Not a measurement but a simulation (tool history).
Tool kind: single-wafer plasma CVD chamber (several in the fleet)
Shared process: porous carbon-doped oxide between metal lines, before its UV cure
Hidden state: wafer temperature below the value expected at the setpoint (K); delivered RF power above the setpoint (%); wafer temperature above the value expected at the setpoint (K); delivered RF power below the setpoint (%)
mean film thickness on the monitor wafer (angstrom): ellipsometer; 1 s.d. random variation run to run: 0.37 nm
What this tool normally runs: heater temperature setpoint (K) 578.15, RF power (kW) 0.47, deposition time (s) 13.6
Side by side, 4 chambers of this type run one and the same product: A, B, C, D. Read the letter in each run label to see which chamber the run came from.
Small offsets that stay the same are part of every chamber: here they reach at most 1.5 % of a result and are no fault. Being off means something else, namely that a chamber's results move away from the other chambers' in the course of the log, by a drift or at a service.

| run | hour | heater temperature setpoint (K) | RF power (kW) | deposition time (s) | hours since the last thermocouple change | hours since the last RF generator calibration | read-back reference wafer on the same gauge, thickness_nm | mean film thickness on the monitor wafer (angstrom) |
|---|---|---|---|---|---|---|---|---|
| 1A | 4.3 | 578.15 | 0.47 | 13.6 | 1300 | 116.5 | 56.451 | 700.51 |
| 2B | 8.7 | 578.15 | 0.47 | 13.6 | 1269 | 129 | 56.472 | 705.49 |
| 3C | 11 | 578.15 | 0.47 | 13.6 | 230 | 1257.3 | 56.381 | 702.46 |
| 4D | 14 | 578.15 | 0.47 | 13.6 | 905.5 | 1083.5 | 56.444 | 698.32 |
| 5D | 18.1 | 578.15 | 0.47 | 13.6 | 909.6 | 1087.6 | 56.417 | 697.1 |
| 6C | 20.6 | 578.15 | 0.47 | 13.6 | 239.6 | 1266.9 | 56.347 | 697.16 |
| 7B | 24 | 578.15 | 0.47 | 13.6 | 1284.3 | 144.3 | 56.384 | 710.01 |
| 8A | 29 | 578.15 | 0.47 | 13.6 | 1324.7 | 141.2 | 56.406 | 698.6 |
| 9B | 32.4 | 578.15 | 0.47 | 13.6 | 1292.7 | 152.7 | 56.366 | 708 |
| 10D | 36.3 | 578.15 | 0.47 | 13.6 | 927.8 | 1105.8 | 56.416 | 703.66 |
| 11A | 41.4 | 590.15 | 0.47 | 13.6 | 1337.1 | 153.6 | 56.418 | 646.52 |
| 12C | 45.8 | 590.15 | 0.47 | 13.6 | 264.8 | 1292.1 | 56.371 | 658.95 |
| 13D | 48.4 | 590.15 | 0.47 | 13.6 | 939.9 | 1117.9 | 56.318 | 655.28 |
| 14B | 53.6 | 590.15 | 0.47 | 13.6 | 1313.9 | 173.9 | 56.432 | 673.16 |
| 15A | 56.8 | 578.15 | 0.47 | 13.6 | 1352.5 | 169 | 56.476 | 703.87 |
| 16C | 60.9 | 578.15 | 0.47 | 13.6 | 279.9 | 1307.2 | 56.388 | 703.82 |
| 17B | 65.4 | 578.15 | 0.47 | 13.6 | 1325.7 | 185.7 | 56.43 | 715.22 |
| 18C | 69.2 | 578.15 | 0.47 | 13.6 | 288.2 | 1315.5 | 56.457 | 699.44 |
| 19D | 72.8 | 578.15 | 0.47 | 13.6 | 964.3 | 1142.3 | 56.385 | 700.88 |
| 20A | 76.7 | 578.15 | 0.47 | 13.6 | 1372.4 | 188.9 | 56.398 | 696.92 |
| 21D | 79.7 | 592.15 | 0.47 | 13.6 | 971.2 | 1149.2 | 56.444 | 655.59 |
| 22B | 82.8 | 592.15 | 0.47 | 13.6 | 1343.1 | 203.1 | 56.424 | 665.76 |
| 23C | 87.7 | 592.15 | 0.47 | 13.6 | 306.7 | 1334 | 56.361 | 650.27 |
| 24A | 91.8 | 592.15 | 0.47 | 13.6 | 1387.5 | 204 | 56.37 | 639.2 |
| 25A | 94 | 578.15 | 0.47 | 13.6 | 1389.7 | 206.2 | 56.385 | 699.49 |
| 26B | 99 | 578.15 | 0.47 | 13.6 | 1359.3 | 219.3 | 56.351 | 729.16 |
| 27D | 101.3 | 578.15 | 0.47 | 13.6 | 992.8 | 1170.8 | 56.446 | 701.12 |

Predict what each chamber gives when all 4 of them run the settings below next.
| 28A | 105 | 578.15 | 0.47 | 11.5 |  |  |  | ? |
| 28B | 105 | 578.15 | 0.47 | 11.5 |  |  |  | ? |
| 28C | 105 | 578.15 | 0.47 | 11.5 |  |  |  | ? |
| 28D | 105 | 578.15 | 0.47 | 11.5 |  |  |  | ? |

| run | mean film thickness on the monitor wafer (angstrom) |
|---|---|
| 28A | 597.62 |
| 28B | 624.71 |
| 28C | 591.24 |
| 28D | 595.17 |

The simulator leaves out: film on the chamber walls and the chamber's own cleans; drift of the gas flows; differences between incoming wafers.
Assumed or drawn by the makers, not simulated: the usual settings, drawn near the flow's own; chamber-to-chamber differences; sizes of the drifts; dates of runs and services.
